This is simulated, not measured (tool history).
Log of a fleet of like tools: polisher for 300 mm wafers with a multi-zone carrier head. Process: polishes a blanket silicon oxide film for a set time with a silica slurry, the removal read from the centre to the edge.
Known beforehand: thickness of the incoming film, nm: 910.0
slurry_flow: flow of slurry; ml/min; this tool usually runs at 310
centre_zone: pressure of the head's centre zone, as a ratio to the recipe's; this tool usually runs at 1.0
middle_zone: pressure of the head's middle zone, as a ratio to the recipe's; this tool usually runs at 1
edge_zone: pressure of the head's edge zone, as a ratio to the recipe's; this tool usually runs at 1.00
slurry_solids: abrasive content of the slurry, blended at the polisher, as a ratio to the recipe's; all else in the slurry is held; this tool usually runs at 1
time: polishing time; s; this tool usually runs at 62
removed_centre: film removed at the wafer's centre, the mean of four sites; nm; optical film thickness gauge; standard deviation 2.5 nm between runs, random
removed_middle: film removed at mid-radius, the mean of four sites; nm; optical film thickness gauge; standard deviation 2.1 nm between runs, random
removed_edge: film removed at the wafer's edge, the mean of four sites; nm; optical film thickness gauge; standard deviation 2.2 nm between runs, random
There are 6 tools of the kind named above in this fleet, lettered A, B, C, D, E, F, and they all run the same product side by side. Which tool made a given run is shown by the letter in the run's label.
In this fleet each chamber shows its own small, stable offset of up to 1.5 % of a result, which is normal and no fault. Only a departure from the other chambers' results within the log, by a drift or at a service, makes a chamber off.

run	hour	slurry_flow	centre_zone	middle_zone	edge_zone	slurry_solids	time	removed_centre	removed_middle	removed_edge
1F	9.2	310	1.0	1	1.00	1	62	196.10	196.06	200.04
2D	15.0	310	1.0	1	1.00	1	62	202.90	198.88	196.99
3B	23.1	310	1.0	1	1.00	1	62	197.89	201.14	194.16
4E	30.4	310	1.0	1	1.00	1	62	199.63	193.20	197.57
# hour 30.6: chamber F: worn pad replaced by a new one
# hour 34.2: chamber C: worn pad replaced by a new one
# hour 39.4: chamber D: worn pad replaced by a new one
5C	43.3	310	1.0	1	1.00	1	62	201.16	194.32	201.83
# hour 45.2: chamber E: worn pad replaced by a new one
6A	50.0	310	1.0	1	1.00	1	62	198.17	197.62	195.24
7F	58.9	310	1.0	1	1.00	1	62	194.13	200.36	201.84
8A	71.3	310	1.0	1	0.91	1	62	191.46	197.44	184.73
9E	80.4	310	1.0	1	0.91	1	62	196.23	199.46	188.23
10B	92.1	310	1.0	1	0.91	1	62	195.37	200.87	187.16
11D	99.0	310	1.0	1	0.91	1	62	196.75	196.61	188.93
# hour 104.2: chamber D: worn pad replaced by a new one
# hour 105.9: chamber F: worn pad replaced by a new one
12C	106.4	310	1.0	1	0.91	1	62	200.74	200.90	186.37
# hour 111.6: chamber B: worn pad replaced by a new one
# hour 112.8: chamber C: worn pad replaced by a new one
13F	113.4	310	1.0	1	0.91	1	62	198.74	198.91	191.28
# hour 115.5: chamber E: worn pad replaced by a new one
# hour 117.8: chamber A: centre zone pressure recalibrated
# hour 117.9: chamber F: edge zone pressure recalibrated
14E	119.3	310	1.0	1	1.00	1	62	199.60	199.65	194.79
15C	129.1	310	1.0	1	1.00	1	62	202.30	195.06	196.35
16B	136.2	310	1.0	1	1.00	1	62	199.99	196.14	199.56
# hour 138.0: chamber E: edge zone pressure recalibrated
17A	148.7	310	1.0	1	1.00	1	62	187.98	193.07	188.99
18D	155.9	310	1.0	1	1.00	1	62	200.57	200.61	195.52
# hour 165.3: chamber F: worn pad replaced by a new one
19A	168.0	310	1.0	1	1.00	1	62	188.45	191.13	188.01
20D	175.7	310	1.0	1	1.00	1	62	202.31	200.14	200.63
# hour 176.6: chamber C: worn pad replaced by a new one
# hour 185.9: chamber D: worn pad replaced by a new one
21F	188.1	310	1.0	1	1.00	1	62	193.90	194.45	198.84
# hour 192.8: chamber E: worn pad replaced by a new one
22C	196.4	310	0.9	1	1.00	1	62	177.71	202.39	200.81
23B	209.2	310	0.9	1	1.00	1	62	172.96	199.29	201.57
# hour 211.5: chamber F: slurry nozzle cleaned
# hour 213.5: chamber B: worn pad replaced by a new one
24E	216.1	310	0.9	1	1.00	1	62	174.42	198.67	195.38
25A	225.5	310	0.9	1	1.00	1	62	168.18	186.40	183.37
# hour 236.0: chamber F: worn pad replaced by a new one
26E	236.5	310	0.9	1	1.00	1	62	173.02	193.36	195.49
27F	246.7	310	0.9	1	1.00	1	62	176.87	198.82	200.29
# hour 252.1: chamber E: worn pad replaced by a new one
# hour 256.3: chamber C: worn pad replaced by a new one
28D	258.4	310	1.0	1	1.00	1	62	194.86	196.52	201.17
29B	267.0	310	1.0	1	1.00	1	62	206.00	196.48	200.02
# hour 271.1: chamber D: worn pad replaced by a new one
30C	275.0	310	1.0	1	1.00	1	62	199.72	200.05	195.29
31B	281.0	310	1.0	1	1.00	1	62	197.22	199.00	200.67
32D	291.7	310	1.0	1	1.00	1	62	194.60	199.78	201.28
# hour 295.5: chamber E: slurry nozzle cleaned
33A	303.4	310	1.0	1	1.00	1	62	179.48	182.89	177.56
# hour 309.7: chamber F: worn pad replaced by a new one
# hour 312.4: chamber E: worn pad replaced by a new one
34C	315.1	310	1.0	1	1.00	1	62	200.27	196.91	199.12
35E	327.7	310	1.0	1	1.00	1	62	199.58	200.16	197.59
# hour 330.6: chamber B: worn pad replaced by a new one
36F	340.5	310	1.0	1	1.00	1	62	194.71	199.00	197.96
37B	348.1	310	1.0	1	1.00	1	62	198.65	198.67	198.12

Decide between three cases: one chamber stands off from its peers, the gauge reading all wafers drifts, or nothing is wrong past each chamber's small offset. Where a chamber is off, say which and what most likely put it there.

Little by little, chamber A moves away from the other chambers.
What lies behind it: removal rate lost through wear of the pad, % = 11.9.

Which of the 4 candidates below, each the usual settings with something changed and its results left as question marks, puts chamber A back in line with what the other chambers give on the usual settings?
In line here means within this much of the mean the other chambers give on the usual settings: removed_centre 8.60 nm; removed_middle 7.40 nm; removed_edge 7.70 nm
38A-1	357.4	310	1.00	0.99	1.02	1.05	69	?	?	?
38A-2	357.4	310	0.99	0.97	1.03	1.05	74	?	?	?
38A-3	357.4	310	1.01	1.03	0.97	0.95	52	?	?	?
38A-4	357.4	310	1.00	1.02	0.98	0.95	56	?	?	?

What the other chambers average on the usual settings: removed_centre 198.44 nm; removed_middle 198.33 nm; removed_edge 199.00 nm
run	removed_centre	removed_middle	removed_edge
38A-1	199.05	198.97	200.44
38A-2	211.11	209.50	216.16
38A-3	145.00	148.57	140.51
38A-4	154.46	158.59	152.16
38A-1 brings the chamber back in line.
